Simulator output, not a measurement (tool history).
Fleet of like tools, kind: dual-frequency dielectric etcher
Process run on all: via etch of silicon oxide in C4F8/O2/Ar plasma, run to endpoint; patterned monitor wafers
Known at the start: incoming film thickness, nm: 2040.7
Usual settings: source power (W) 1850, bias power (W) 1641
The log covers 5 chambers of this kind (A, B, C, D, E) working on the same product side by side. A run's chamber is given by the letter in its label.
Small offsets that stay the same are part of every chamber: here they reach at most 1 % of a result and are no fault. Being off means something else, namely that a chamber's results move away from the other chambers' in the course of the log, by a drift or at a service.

run,day,source power (W),bias power (W),endpoint time (s)
1D,0.179,1850,1641,437.17
2E,0.371,1850,1641,437.04
3B,0.625,1850,1641,437.15
# day 0.829: chamber B: source power generator calibrated
4A,0.896,1850,1641,436.13
5C,1.108,1850,1641,446.27
6D,1.3,2280,1641,404.52
7C,1.567,2280,1641,404.67
8A,1.767,2280,1641,400.31
9B,1.9,2280,1641,402.32
10E,2.033,2280,1641,399.57
11D,2.217,1850,1641,441.6
12C,2.467,1850,1641,439.86
13B,2.746,1850,1641,440.15
14E,2.962,1850,1315,463.41
15A,3.175,1850,1315,459.3
16B,3.396,1850,1315,468.98
17D,3.596,1850,1315,472.05
# day 3.646: chamber B: wet clean of the chamber
18C,3.783,1850,1315,471.65
19E,4.05,1850,1641,438.7
20A,4.329,1850,1641,430.84
21B,4.488,1850,1641,442.41
22E,4.625,1420,1641,484.73
23D,4.767,1420,1641,488.85
24A,5.038,1420,1641,473.28
25C,5.208,1420,1641,492.75
26B,5.396,1420,1641,488.9
27E,5.604,1850,1641,438.33
28A,5.838,1650,1818,432.51
29D,6.1,1650,1818,448.5
30C,6.346,1650,1818,450.61
31B,6.479,1650,1818,449.94
32D,6.742,1650,1818,449.03
33E,6.938,1520,1641,476.18
34C,7.129,1520,1641,481.95
35A,7.292,1520,1641,459.02
36E,7.471,1520,1641,475.1
37B,7.683,1520,1641,474.62
38A,7.862,1850,1641,417.64
39D,8.025,1850,1641,437.46
40C,8.188,1850,1641,444.62
41A,8.458,1850,1641,413.03

The same settings go to every chamber for the next run, one line per chamber below. Forecast the results for each:
42A,8.662,1850,1281,?
42B,8.662,1850,1281,?
42C,8.662,1850,1281,?
42D,8.662,1850,1281,?
42E,8.662,1850,1281,?

run,endpoint time (s)
42A,447.51
42B,474.53
42C,473.93
42D,468.84
42E,464.47

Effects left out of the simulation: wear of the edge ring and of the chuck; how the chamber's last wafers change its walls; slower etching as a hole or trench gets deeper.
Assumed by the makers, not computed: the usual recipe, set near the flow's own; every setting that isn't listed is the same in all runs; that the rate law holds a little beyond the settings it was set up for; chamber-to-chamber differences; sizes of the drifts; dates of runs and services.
